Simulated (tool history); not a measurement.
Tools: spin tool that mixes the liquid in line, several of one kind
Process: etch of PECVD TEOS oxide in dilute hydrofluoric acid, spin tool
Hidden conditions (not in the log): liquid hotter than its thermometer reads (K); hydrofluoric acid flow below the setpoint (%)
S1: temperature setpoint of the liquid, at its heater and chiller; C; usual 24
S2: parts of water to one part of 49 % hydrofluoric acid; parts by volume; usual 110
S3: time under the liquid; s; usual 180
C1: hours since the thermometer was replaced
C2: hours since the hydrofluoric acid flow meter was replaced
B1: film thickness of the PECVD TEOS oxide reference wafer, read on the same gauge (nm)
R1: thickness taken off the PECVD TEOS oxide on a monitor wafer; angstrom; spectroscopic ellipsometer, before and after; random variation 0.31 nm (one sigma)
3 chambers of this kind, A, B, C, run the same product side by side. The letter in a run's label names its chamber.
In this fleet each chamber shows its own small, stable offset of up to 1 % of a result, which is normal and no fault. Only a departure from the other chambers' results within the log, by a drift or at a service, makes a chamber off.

run,hour,S1,S2,S3,C1,C2,B1,R1
1C,6.9,24,110,180,540.2,285.6,50.031,439.44
2A,11.6,24,110,180,1132.9,1277.1,49.964,439.91
3B,15.1,24,110,180,1173,187.8,49.971,440.67
4B,20.6,24,110,180,1178.5,193.3,49.998,442.23
5C,27.1,24,110,180,560.4,305.8,49.997,442.73
6A,30.3,24,150,265,1151.6,1295.8,50.003,453.51
7B,36.1,24,150,265,1194,208.8,50.011,455.73
8C,42.5,24,150,265,575.8,321.2,49.994,455.34
9A,47.2,24,110,180,1168.5,1312.7,50.004,432.41
10C,53.3,24,110,180,586.6,332,49.99,439.81
11A,59.3,24,110,180,1180.6,1324.8,49.989,436.39
12B,65,24,110,180,1222.9,237.7,50.012,437.29
13C,69.9,24,110,180,603.2,348.6,49.998,442.45
14A,73.5,24,110,180,1194.8,1339,49.989,432.24
15B,77.3,24,110,180,1235.2,250,50.021,432.04
16B,82.7,24,110,180,1240.6,255.4,49.989,433.15
17A,85.7,24,110,180,1207,1351.2,50.025,438.3
18C,91.4,24,110,180,624.7,370.1,49.965,439.46
19C,96.6,24,110,180,629.9,375.3,49.976,439.84
20A,102.1,24,110,180,1223.4,1367.6,49.993,440.2
21B,107.8,24,110,180,1265.7,280.5,50.016,432.38
22B,113.5,24,110,180,1271.4,286.2,50.01,431.64
23C,118,24,110,180,651.3,396.7,50.007,441.63
24A,121.9,24,110,180,1243.2,1387.4,49.966,434.78
25C,125.9,24,110,180,659.2,404.6,49.989,437.63
26A,132.7,24,110,180,1254,1398.2,50.005,437.42
27B,136.8,24,110,180,1294.7,309.5,50,422.07
28A,142.7,24,110,235,1264,1408.2,50.013,574.05
29B,146.3,24,110,235,1304.2,319,50.007,554.6
30C,149.3,24,110,235,682.6,428,49.981,576.69
31B,153.8,24,110,180,1311.7,326.5,50.008,430.81
32C,160.7,26,110,255,694,439.4,50.014,678.33
33A,164.9,26,110,255,1286.2,1430.4,49.983,669.94
34C,171.7,26,110,255,705,450.4,50.02,674.29
35A,176.3,24,110,180,1297.6,1441.8,50.025,439.37
36B,179.6,24,110,180,1337.5,352.3,49.995,419.05
37B,183.3,24,110,275,1341.2,356,50.016,636.89
38A,189.1,24,110,275,1310.4,1454.6,49.986,669.91
39C,193.9,24,110,275,727.2,472.6,50.022,674.41

Next, every chamber runs the same settings. What will each give?
40A,198.8,24,110,75,,,,?
40B,198.8,24,110,75,,,,?
40C,198.8,24,110,75,,,,?

run,R1
40A,181.96
40B,173.74
40C,184.16
